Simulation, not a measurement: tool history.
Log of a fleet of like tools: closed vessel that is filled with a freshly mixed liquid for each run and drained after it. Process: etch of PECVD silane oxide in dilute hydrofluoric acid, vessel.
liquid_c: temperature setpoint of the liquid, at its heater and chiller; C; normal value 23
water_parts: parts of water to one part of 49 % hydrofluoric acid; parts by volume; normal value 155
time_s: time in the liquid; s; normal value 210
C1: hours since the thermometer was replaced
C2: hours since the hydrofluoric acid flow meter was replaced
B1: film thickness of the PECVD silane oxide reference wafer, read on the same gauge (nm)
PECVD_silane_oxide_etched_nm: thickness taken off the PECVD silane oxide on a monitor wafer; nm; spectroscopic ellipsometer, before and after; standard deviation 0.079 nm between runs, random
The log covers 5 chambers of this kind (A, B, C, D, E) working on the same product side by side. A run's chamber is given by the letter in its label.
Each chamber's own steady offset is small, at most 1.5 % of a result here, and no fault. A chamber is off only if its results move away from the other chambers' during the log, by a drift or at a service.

run 1E day=0.321 | liquid_c=23 water_parts=155 time_s=210 | C1=1218.5 C2=130.8 | B1=140.01 | PECVD_silane_oxide_etched_nm=21.071
run 2A day=0.567 | liquid_c=23 water_parts=155 time_s=210 | C1=487.7 C2=720.4 | B1=140.02 | PECVD_silane_oxide_etched_nm=21.318
run 3D day=1 | liquid_c=23 water_parts=155 time_s=210 | C1=1056.1 C2=625.8 | B1=140.02 | PECVD_silane_oxide_etched_nm=21.213
run 4B day=1.325 | liquid_c=23 water_parts=155 time_s=210 | C1=1004.1 C2=110.2 | B1=140.01 | PECVD_silane_oxide_etched_nm=21.494
run 5C day=1.567 | liquid_c=23 water_parts=155 time_s=210 | C1=248.7 C2=1220 | B1=140.02 | PECVD_silane_oxide_etched_nm=21.507
run 6E day=1.879 | liquid_c=23 water_parts=155 time_s=210 | C1=1255.9 C2=168.2 | B1=140.03 | PECVD_silane_oxide_etched_nm=21.112
run 7C day=2.071 | liquid_c=23 water_parts=155 time_s=210 | C1=260.8 C2=1232.1 | B1=140.02 | PECVD_silane_oxide_etched_nm=21.678
run 8A day=2.342 | liquid_c=23 water_parts=155 time_s=210 | C1=530.3 C2=763 | B1=140 | PECVD_silane_oxide_etched_nm=21.192
run 9B day=2.533 | liquid_c=25.5 water_parts=155 time_s=210 | C1=1033.1 C2=139.2 | B1=140.02 | PECVD_silane_oxide_etched_nm=23.917
run 10D day=2.975 | liquid_c=25.5 water_parts=155 time_s=210 | C1=1103.5 C2=673.2 | B1=140 | PECVD_silane_oxide_etched_nm=23.535
run 11B day=3.25 | liquid_c=25.5 water_parts=155 time_s=210 | C1=1050.3 C2=156.4 | B1=139.98 | PECVD_silane_oxide_etched_nm=23.864
run 12A day=3.546 | liquid_c=25.5 water_parts=155 time_s=210 | C1=559.2 C2=791.9 | B1=139.99 | PECVD_silane_oxide_etched_nm=23.478
run 13D day=3.883 | liquid_c=25.5 water_parts=155 time_s=210 | C1=1125.3 C2=695 | B1=140 | PECVD_silane_oxide_etched_nm=23.524
run 14C day=4.283 | liquid_c=23 water_parts=230 time_s=170 | C1=313.9 C2=1285.2 | B1=140.02 | PECVD_silane_oxide_etched_nm=10.851
run 15E day=4.658 | liquid_c=23 water_parts=230 time_s=170 | C1=1322.6 C2=234.9 | B1=140.01 | PECVD_silane_oxide_etched_nm=10.74
run 16A day=4.85 | liquid_c=23 water_parts=230 time_s=170 | C1=590.5 C2=823.2 | B1=140.01 | PECVD_silane_oxide_etched_nm=10.75
run 17D day=5.117 | liquid_c=23 water_parts=230 time_s=170 | C1=1154.9 C2=724.6 | B1=140.01 | PECVD_silane_oxide_etched_nm=10.816
run 18B day=5.367 | liquid_c=23 water_parts=230 time_s=170 | C1=1101.1 C2=207.2 | B1=140.02 | PECVD_silane_oxide_etched_nm=10.755
run 19E day=5.725 | liquid_c=23 water_parts=155 time_s=210 | C1=1348.2 C2=260.5 | B1=140.03 | PECVD_silane_oxide_etched_nm=21.537
run 20C day=5.962 | liquid_c=23 water_parts=155 time_s=210 | C1=354.2 C2=1325.5 | B1=140.01 | PECVD_silane_oxide_etched_nm=21.432
run 21C day=6.238 | liquid_c=23 water_parts=155 time_s=210 | C1=360.8 C2=1332.1 | B1=140.02 | PECVD_silane_oxide_etched_nm=21.625
run 22A day=6.492 | liquid_c=19 water_parts=155 time_s=210 | C1=629.9 C2=862.6 | B1=140.02 | PECVD_silane_oxide_etched_nm=18.222
run 23E day=6.862 | liquid_c=19 water_parts=155 time_s=210 | C1=1375.5 C2=287.8 | B1=139.98 | PECVD_silane_oxide_etched_nm=18.33
run 24B day=7.129 | liquid_c=19 water_parts=155 time_s=210 | C1=1143.4 C2=249.5 | B1=140.03 | PECVD_silane_oxide_etched_nm=18.415
run 25D day=7.388 | liquid_c=19 water_parts=155 time_s=210 | C1=1209.4 C2=779.1 | B1=139.98 | PECVD_silane_oxide_etched_nm=18.109
run 26E day=7.675 | liquid_c=19 water_parts=155 time_s=210 | C1=1395 C2=307.3 | B1=140.02 | PECVD_silane_oxide_etched_nm=18.363
run 27B day=8.092 | liquid_c=23 water_parts=155 time_s=210 | C1=1166.5 C2=272.6 | B1=140.02 | PECVD_silane_oxide_etched_nm=21.444
run 28D day=8.471 | liquid_c=23 water_parts=155 time_s=210 | C1=1235.4 C2=805.1 | B1=140 | PECVD_silane_oxide_etched_nm=21.391
run 29A day=8.85 | liquid_c=23 water_parts=155 time_s=210 | C1=686.5 C2=919.2 | B1=140 | PECVD_silane_oxide_etched_nm=21.291
run 30C day=9.071 | liquid_c=23 water_parts=155 time_s=210 | C1=428.8 C2=1400.1 | B1=139.96 | PECVD_silane_oxide_etched_nm=21.485
run 31A day=9.308 | liquid_c=23 water_parts=155 time_s=210 | C1=697.5 C2=930.2 | B1=139.97 | PECVD_silane_oxide_etched_nm=21.36
run 32C day=9.738 | liquid_c=23 water_parts=155 time_s=210 | C1=444.8 C2=1416.1 | B1=140.01 | PECVD_silane_oxide_etched_nm=21.568
run 33E day=9.983 | liquid_c=23 water_parts=155 time_s=210 | C1=1450.4 C2=362.7 | B1=139.99 | PECVD_silane_oxide_etched_nm=21.796
run 34B day=10.371 | liquid_c=23 water_parts=155 time_s=210 | C1=1221.2 C2=327.3 | B1=140 | PECVD_silane_oxide_etched_nm=21.558
run 35D day=10.704 | liquid_c=23 water_parts=155 time_s=210 | C1=1289 C2=858.7 | B1=140.04 | PECVD_silane_oxide_etched_nm=21.464
run 36C day=11.121 | liquid_c=23 water_parts=205 time_s=320 | C1=478 C2=1449.3 | B1=139.94 | PECVD_silane_oxide_etched_nm=23.668
run 37E day=11.529 | liquid_c=23 water_parts=205 time_s=320 | C1=1487.5 C2=399.8 | B1=140.03 | PECVD_silane_oxide_etched_nm=23.826
run 38A day=11.796 | liquid_c=23 water_parts=205 time_s=320 | C1=757.2 C2=989.9 | B1=140.05 | PECVD_silane_oxide_etched_nm=23.182
run 39B day=12.196 | liquid_c=23 water_parts=205 time_s=320 | C1=1265 C2=371.1 | B1=140 | PECVD_silane_oxide_etched_nm=23.375

Which is it: a chamber that has drifted or been left off by a service, a gauge drift common to all chambers, or only each chamber's usual small offset? If a chamber is off, name it and its likeliest cause.

Chamber E drifts away from the others.
Cause: liquid hotter than its thermometer reads (K) = 0.926.
With only this log, it may be confused with: hydrofluoric acid flow above the setpoint (%).

Below are 4 candidate recipes for chamber E's next run, each the usual settings with a change, their results shown as question marks. Which of them brings E's results back in line with what the other chambers give on the usual settings?
Maximum distance from the other chambers' mean on the usual settings for a result to count as in line: PECVD_silane_oxide_etched_nm 0.28 nm
run 40E-1 day=12.512 | liquid_c=23 water_parts=155 time_s=200 | PECVD_silane_oxide_etched_nm=?
run 40E-2 day=12.512 | liquid_c=23 water_parts=155 time_s=215 | PECVD_silane_oxide_etched_nm=?
run 40E-3 day=12.512 | liquid_c=23 water_parts=155 time_s=205 | PECVD_silane_oxide_etched_nm=?
run 40E-4 day=12.512 | liquid_c=23 water_parts=155 time_s=220 | PECVD_silane_oxide_etched_nm=?

Average result of the remaining chambers running the usual settings: PECVD_silane_oxide_etched_nm 21.435 nm
run=40E-1 PECVD_silane_oxide_etched_nm=20.864
run=40E-2 PECVD_silane_oxide_etched_nm=22.429
run=40E-3 PECVD_silane_oxide_etched_nm=21.385
run=40E-4 PECVD_silane_oxide_etched_nm=22.95
It is 40E-3 that realigns the chamber with its peers.

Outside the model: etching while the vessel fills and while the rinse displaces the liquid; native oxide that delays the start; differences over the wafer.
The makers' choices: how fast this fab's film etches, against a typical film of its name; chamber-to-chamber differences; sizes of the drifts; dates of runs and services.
